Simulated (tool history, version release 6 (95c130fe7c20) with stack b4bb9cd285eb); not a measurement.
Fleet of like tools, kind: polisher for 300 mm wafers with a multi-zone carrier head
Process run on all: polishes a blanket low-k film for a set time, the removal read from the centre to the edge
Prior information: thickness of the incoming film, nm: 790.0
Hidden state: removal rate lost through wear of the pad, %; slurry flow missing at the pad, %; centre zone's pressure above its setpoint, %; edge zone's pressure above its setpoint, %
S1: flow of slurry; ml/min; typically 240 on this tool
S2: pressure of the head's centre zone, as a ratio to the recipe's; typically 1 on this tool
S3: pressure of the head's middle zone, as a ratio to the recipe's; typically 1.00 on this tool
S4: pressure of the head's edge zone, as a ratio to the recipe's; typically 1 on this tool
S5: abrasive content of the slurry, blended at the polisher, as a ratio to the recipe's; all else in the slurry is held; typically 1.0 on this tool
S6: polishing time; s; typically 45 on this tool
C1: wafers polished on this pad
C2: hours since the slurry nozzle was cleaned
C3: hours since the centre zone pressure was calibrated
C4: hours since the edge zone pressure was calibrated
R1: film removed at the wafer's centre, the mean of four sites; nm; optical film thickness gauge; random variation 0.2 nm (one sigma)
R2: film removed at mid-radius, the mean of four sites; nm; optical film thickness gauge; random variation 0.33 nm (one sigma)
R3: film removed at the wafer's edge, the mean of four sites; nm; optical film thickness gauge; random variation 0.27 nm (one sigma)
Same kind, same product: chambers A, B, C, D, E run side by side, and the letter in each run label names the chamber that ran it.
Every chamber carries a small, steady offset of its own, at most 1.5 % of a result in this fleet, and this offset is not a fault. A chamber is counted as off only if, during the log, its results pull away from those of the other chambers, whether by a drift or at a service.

run	day	S1	S2	S3	S4	S5	S6	C1	C2	C3	C4	R1	R2	R3
# day 0.117: chamber C: worn pad replaced by a new one
1C	0.346	240	1	1.00	1	1.0	45	69	451.0	434.5	164.9	22.644	22.508	22.972
2E	0.896	240	1	1.00	1	1.0	45	553	348.3	725.2	1040.4	22.751	22.994	22.014
# day 0.942: chamber E: slurry nozzle cleaned
3A	1.208	240	1	1.00	1	1.0	45	912	430.6	330.6	33.1	22.917	22.528	22.622
# day 1.442: chamber E: edge zone pressure recalibrated
4B	1.562	240	1	1.00	1	1.0	45	784	536.4	906.1	109.9	22.291	22.031	22.560
# day 1.696: chamber E: worn pad replaced by a new one
5D	1.858	240	1	1.00	1	1.0	45	1090	574.1	1025.4	856.7	22.534	22.132	22.619
# day 1.967: chamber D: worn pad replaced by a new one
6C	2.104	240	1	1.00	1	1.0	45	599	493.2	476.7	207.1	22.081	22.208	22.508
7B	2.625	240	1	1.00	1	1.0	45	1104	561.9	931.6	135.4	22.469	22.269	22.154
# day 2.675: chamber C: worn pad replaced by a new one
# day 2.800: chamber A: worn pad replaced by a new one
8E	3.004	240	1	1.00	1	1.0	45	394	49.5	775.8	37.6	22.990	22.536	22.890
9A	3.317	240	1	1.00	1	1.0	45	156	481.2	381.2	83.7	23.108	22.541	22.368
10D	3.571	240	1	1.00	1	1.0	45	483	615.2	1066.5	897.8	22.211	22.238	21.835
11D	4.054	240	1	1.00	1	1.0	45	629	626.8	1078.1	909.4	22.086	22.749	22.468
# day 4.217: chamber D: slurry nozzle cleaned
12A	4.325	240	1	1.00	1	0.8	45	460	505.4	405.4	107.9	20.562	20.634	20.196
13C	4.600	240	1	1.00	1	0.8	45	580	553.1	536.6	267.0	20.241	20.278	20.046
# day 4.662: chamber E: worn pad replaced by a new one
14E	4.888	240	1	1.00	1	0.8	45	67	94.7	821.0	82.8	20.084	20.689	20.558
15B	5.262	240	1	1.00	1	0.8	45	1899	625.2	994.9	198.7	19.463	19.628	19.573
16E	5.504	240	1	1.00	1	0.8	45	253	109.5	835.8	97.6	20.127	20.326	20.115
# day 5.625: chamber C: worn pad replaced by a new one
17A	5.900	240	1	1.00	1	1.0	45	934	543.2	443.2	145.7	22.858	23.270	21.987
18C	6.271	240	1	1.00	1	1.0	45	195	593.2	576.7	307.1	22.386	22.774	22.502
# day 6.554: chamber D: worn pad replaced by a new one
19D	6.779	240	1	1.00	1	1.0	45	68	61.5	1143.5	974.8	22.715	22.458	22.451
20B	7.104	240	1	1.00	1	1.0	45	2454	669.4	1039.1	242.9	21.174	21.702	21.588
# day 7.233: chamber E: worn pad replaced by a new one
21C	7.458	240	1	1.00	1	1.0	45	553	621.7	605.2	335.6	22.277	22.599	22.760
22D	7.733	240	1	1.00	1	1.0	45	356	84.4	1166.4	997.7	22.378	23.367	22.350
# day 8.062: chamber A: worn pad replaced by a new one
23B	8.117	240	1	1.00	1	1.0	45	2759	693.7	1063.4	267.2	21.135	21.466	21.658
24E	8.525	240	1	1.00	1	1.0	45	389	182.0	908.3	170.1	22.448	22.648	22.527
# day 8.704: chamber C: worn pad replaced by a new one
25A	8.933	240	1	1.00	1	1.0	45	262	616.0	516.0	218.5	22.771	22.564	22.874
# day 9.225: chamber C: slurry nozzle cleaned
26D	9.283	240	1	1.00	1	1.0	45	823	121.6	1203.6	1034.9	22.452	22.064	22.454
# day 9.429: chamber B: slurry nozzle cleaned
27E	9.612	240	1	1.00	1	1.0	38	717	208.1	934.4	196.2	19.102	19.240	18.991
# day 9.767: chamber E: worn pad replaced by a new one
28B	10.142	240	1	1.00	1	1.0	38	3370	17.1	1112.0	315.8	17.720	17.474	17.536
# day 10.212: chamber D: worn pad replaced by a new one
# day 10.283: chamber B: edge zone pressure recalibrated
29A	10.467	240	1	1.00	1	1.0	38	724	652.8	552.8	255.3	19.456	18.939	18.871
30C	10.842	240	1	1.00	1	1.0	38	645	38.9	686.4	416.8	19.098	18.762	19.258
31D	11.367	240	1	1.00	1	1.0	38	348	171.6	1253.6	1084.9	19.187	18.713	18.622
32C	11.717	240	1	1.00	1	1.0	45	908	59.9	707.4	437.8	22.339	22.070	22.769
# day 11.771: chamber C: worn pad replaced by a new one
33E	12.029	240	1	1.00	1	1.0	45	682	266.1	992.4	254.2	22.512	22.718	22.747
34A	12.412	240	1	1.00	1	1.0	45	1311	699.5	599.5	302.0	22.778	22.083	22.421
35B	12.712	240	1	0.96	1	1.0	45	4144	78.8	1173.7	58.4	20.505	19.302	20.469
# day 12.971: chamber E: worn pad replaced by a new one
36E	13.117	240	1	0.96	1	1.0	45	44	292.2	1018.5	280.3	22.252	22.112	22.049
# day 13.262: chamber A: worn pad replaced by a new one
37A	13.492	240	1	0.96	1	1.0	45	69	725.4	625.4	327.9	22.550	21.979	22.341
38C	13.971	240	1	0.96	1	1.0	45	664	114.0	761.5	491.9	22.274	21.773	22.650

Decide between three cases: one chamber stands off from its peers, the gauge reading all wafers drifts, or nothing is wrong past each chamber's small offset. Where a chamber is off, say which and what most likely put it there.

Chamber B drifts away from the others.
Most likely cause: removal rate lost through wear of the pad, % = 11.2.

Chamber B could run next with any of the 4 candidate recipes listed below; each alters the usual settings, and their results appear as question marks. Which one brings its results back in line with what the other chambers deliver on the usual settings?
Maximum distance from the other chambers' mean on the usual settings for a result to count as in line: R1 0.710 nm; R2 1.100 nm; R3 0.950 nm
39B-1	14.371	245	1.02	1.01	1	1.05	52					?	?	?
39B-2	14.371	235	0.99	0.99	1	0.95	41					?	?	?
39B-3	14.371	245	1.01	1.01	1	1.05	49					?	?	?
39B-4	14.371	235	0.98	0.99	1	0.95	39					?	?	?

The mean the other chambers reach with the usual settings: R1 22.570 nm; R2 22.611 nm; R3 22.455 nm
run	R1	R2	R3
39B-1	24.170	24.089	23.639
39B-2	17.534	17.740	17.758
39B-3	22.532	22.700	22.276
39B-4	16.495	16.876	16.891
It is 39B-3 that realigns the chamber with its peers.
